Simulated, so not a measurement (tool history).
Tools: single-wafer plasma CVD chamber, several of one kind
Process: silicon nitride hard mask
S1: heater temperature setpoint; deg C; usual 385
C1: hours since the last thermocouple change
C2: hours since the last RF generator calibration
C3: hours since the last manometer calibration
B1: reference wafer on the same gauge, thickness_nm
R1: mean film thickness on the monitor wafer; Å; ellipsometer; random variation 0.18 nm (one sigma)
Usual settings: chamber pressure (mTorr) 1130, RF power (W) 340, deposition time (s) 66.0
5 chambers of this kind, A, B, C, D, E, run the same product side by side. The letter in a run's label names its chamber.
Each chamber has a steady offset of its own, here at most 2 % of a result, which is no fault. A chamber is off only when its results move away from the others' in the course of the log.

{"run": "1A", "hour": 2.3, "S1": 385, "chamber pressure (mTorr)": 1130, "RF power (W)": 340, "deposition time (s)": 66.0, "C1": 943.7, "C2": 192.8, "C3": 433.7, "B1": 69.89, "R1": 756.71}
{"run": "2D", "hour": 7.0, "S1": 385, "chamber pressure (mTorr)": 1130, "RF power (W)": 340, "deposition time (s)": 66.0, "C1": 897.3, "C2": 1492.1, "C3": 2086.6, "B1": 69.888, "R1": 743.02}
{"run": "3C", "hour": 10.1, "S1": 385, "chamber pressure (mTorr)": 1130, "RF power (W)": 340, "deposition time (s)": 66.0, "C1": 421.9, "C2": 820.4, "C3": 112.9, "B1": 69.873, "R1": 750.9}
{"run": "4B", "hour": 12.8, "S1": 385, "chamber pressure (mTorr)": 1130, "RF power (W)": 340, "deposition time (s)": 66.0, "C1": 559.9, "C2": 1235.5, "C3": 745.8, "B1": 69.908, "R1": 741.68}
{"run": "5E", "hour": 15.3, "S1": 385, "chamber pressure (mTorr)": 1130, "RF power (W)": 340, "deposition time (s)": 66.0, "C1": 578.1, "C2": 620.1, "C3": 1215.7, "B1": 69.875, "R1": 744.97}
{"run": "6B", "hour": 17.5, "S1": 385, "chamber pressure (mTorr)": 1130, "RF power (W)": 340, "deposition time (s)": 66.0, "C1": 564.6, "C2": 1240.2, "C3": 750.5, "B1": 69.927, "R1": 739.76}
{"run": "7E", "hour": 20.9, "S1": 385, "chamber pressure (mTorr)": 1130, "RF power (W)": 340, "deposition time (s)": 66.0, "C1": 583.7, "C2": 625.7, "C3": 1221.3, "B1": 69.9, "R1": 742.1}
{"run": "8D", "hour": 23.8, "S1": 385, "chamber pressure (mTorr)": 1130, "RF power (W)": 340, "deposition time (s)": 66.0, "C1": 914.1, "C2": 1508.9, "C3": 2103.4, "B1": 69.89, "R1": 741.13}
{"run": "9C", "hour": 27.0, "S1": 385, "chamber pressure (mTorr)": 1260, "RF power (W)": 340, "deposition time (s)": 66.0, "C1": 438.8, "C2": 837.3, "C3": 129.8, "B1": 69.886, "R1": 775.29}
{"run": "10A", "hour": 29.1, "S1": 385, "chamber pressure (mTorr)": 1260, "RF power (W)": 340, "deposition time (s)": 66.0, "C1": 970.5, "C2": 219.6, "C3": 460.5, "B1": 69.905, "R1": 785.2}
{"run": "11B", "hour": 34.1, "S1": 385, "chamber pressure (mTorr)": 1260, "RF power (W)": 340, "deposition time (s)": 66.0, "C1": 581.2, "C2": 1256.8, "C3": 767.1, "B1": 69.89, "R1": 768.36}
{"run": "12C", "hour": 37.6, "S1": 385, "chamber pressure (mTorr)": 1260, "RF power (W)": 340, "deposition time (s)": 66.0, "C1": 449.4, "C2": 847.9, "C3": 140.4, "B1": 69.894, "R1": 774.13}
{"run": "13A", "hour": 40.8, "S1": 385, "chamber pressure (mTorr)": 1260, "RF power (W)": 340, "deposition time (s)": 66.0, "C1": 982.2, "C2": 231.3, "C3": 472.2, "B1": 69.917, "R1": 781.41}
{"run": "14D", "hour": 45.1, "S1": 385, "chamber pressure (mTorr)": 1130, "RF power (W)": 280, "deposition time (s)": 61.1, "C1": 935.4, "C2": 1530.2, "C3": 2124.7, "B1": 69.876, "R1": 605.18}
{"run": "15E", "hour": 47.7, "S1": 385, "chamber pressure (mTorr)": 1130, "RF power (W)": 280, "deposition time (s)": 61.1, "C1": 610.5, "C2": 652.5, "C3": 1248.1, "B1": 69.888, "R1": 601.3}
{"run": "16B", "hour": 52.4, "S1": 385, "chamber pressure (mTorr)": 1130, "RF power (W)": 280, "deposition time (s)": 61.1, "C1": 599.5, "C2": 1275.1, "C3": 785.4, "B1": 69.877, "R1": 601.06}
{"run": "17D", "hour": 57.2, "S1": 385, "chamber pressure (mTorr)": 1130, "RF power (W)": 280, "deposition time (s)": 61.1, "C1": 947.5, "C2": 1542.3, "C3": 2136.8, "B1": 69.873, "R1": 605.76}
{"run": "18A", "hour": 60.3, "S1": 385, "chamber pressure (mTorr)": 1130, "RF power (W)": 280, "deposition time (s)": 61.1, "C1": 1001.7, "C2": 250.8, "C3": 491.7, "B1": 69.902, "R1": 615.46}
{"run": "19E", "hour": 63.8, "S1": 385, "chamber pressure (mTorr)": 1130, "RF power (W)": 340, "deposition time (s)": 66.0, "C1": 626.6, "C2": 668.6, "C3": 1264.2, "B1": 69.933, "R1": 742.81}
{"run": "20C", "hour": 68.1, "S1": 385, "chamber pressure (mTorr)": 1130, "RF power (W)": 340, "deposition time (s)": 66.0, "C1": 479.9, "C2": 878.4, "C3": 170.9, "B1": 69.833, "R1": 749.4}
{"run": "21E", "hour": 71.3, "S1": 385, "chamber pressure (mTorr)": 1130, "RF power (W)": 340, "deposition time (s)": 66.0, "C1": 634.1, "C2": 676.1, "C3": 1271.7, "B1": 69.863, "R1": 745.87}
{"run": "22C", "hour": 74.1, "S1": 385, "chamber pressure (mTorr)": 1130, "RF power (W)": 340, "deposition time (s)": 66.0, "C1": 485.9, "C2": 884.4, "C3": 176.9, "B1": 69.914, "R1": 746.56}
{"run": "23B", "hour": 77.8, "S1": 385, "chamber pressure (mTorr)": 1130, "RF power (W)": 340, "deposition time (s)": 66.0, "C1": 624.9, "C2": 1300.5, "C3": 810.8, "B1": 69.929, "R1": 737.9}
{"run": "24D", "hour": 81.5, "S1": 385, "chamber pressure (mTorr)": 1130, "RF power (W)": 340, "deposition time (s)": 66.0, "C1": 971.8, "C2": 1566.6, "C3": 2161.1, "B1": 69.941, "R1": 739.76}
{"run": "25A", "hour": 84.8, "S1": 385, "chamber pressure (mTorr)": 1130, "RF power (W)": 340, "deposition time (s)": 66.0, "C1": 1026.2, "C2": 275.3, "C3": 516.2, "B1": 69.888, "R1": 756.83}
{"run": "26E", "hour": 87.8, "S1": 385, "chamber pressure (mTorr)": 1130, "RF power (W)": 340, "deposition time (s)": 66.0, "C1": 650.6, "C2": 692.6, "C3": 1288.2, "B1": 69.888, "R1": 742.68}
{"run": "27C", "hour": 90.5, "S1": 385, "chamber pressure (mTorr)": 1130, "RF power (W)": 340, "deposition time (s)": 66.0, "C1": 502.3, "C2": 900.8, "C3": 193.3, "B1": 69.892, "R1": 743.88}
{"run": "28D", "hour": 93.6, "S1": 385, "chamber pressure (mTorr)": 1130, "RF power (W)": 340, "deposition time (s)": 66.0, "C1": 983.9, "C2": 1578.7, "C3": 2173.2, "B1": 69.902, "R1": 745.73}
{"run": "29B", "hour": 98.1, "S1": 385, "chamber pressure (mTorr)": 1130, "RF power (W)": 340, "deposition time (s)": 66.0, "C1": 645.2, "C2": 1320.8, "C3": 831.1, "B1": 69.936, "R1": 736.32}
{"run": "30A", "hour": 101.5, "S1": 385, "chamber pressure (mTorr)": 1130, "RF power (W)": 340, "deposition time (s)": 66.0, "C1": 1042.9, "C2": 292.0, "C3": 532.9, "B1": 69.904, "R1": 753.74}
{"run": "31A", "hour": 106.3, "S1": 385, "chamber pressure (mTorr)": 1130, "RF power (W)": 340, "deposition time (s)": 66.0, "C1": 1047.7, "C2": 296.8, "C3": 537.7, "B1": 69.933, "R1": 755.64}

Is one chamber off against the others, does the gauge drift, or is nothing wrong? If a chamber is off, say which, and what the likeliest cause is.

No chamber stands off beyond its own small offset, and the gauge holds steady.
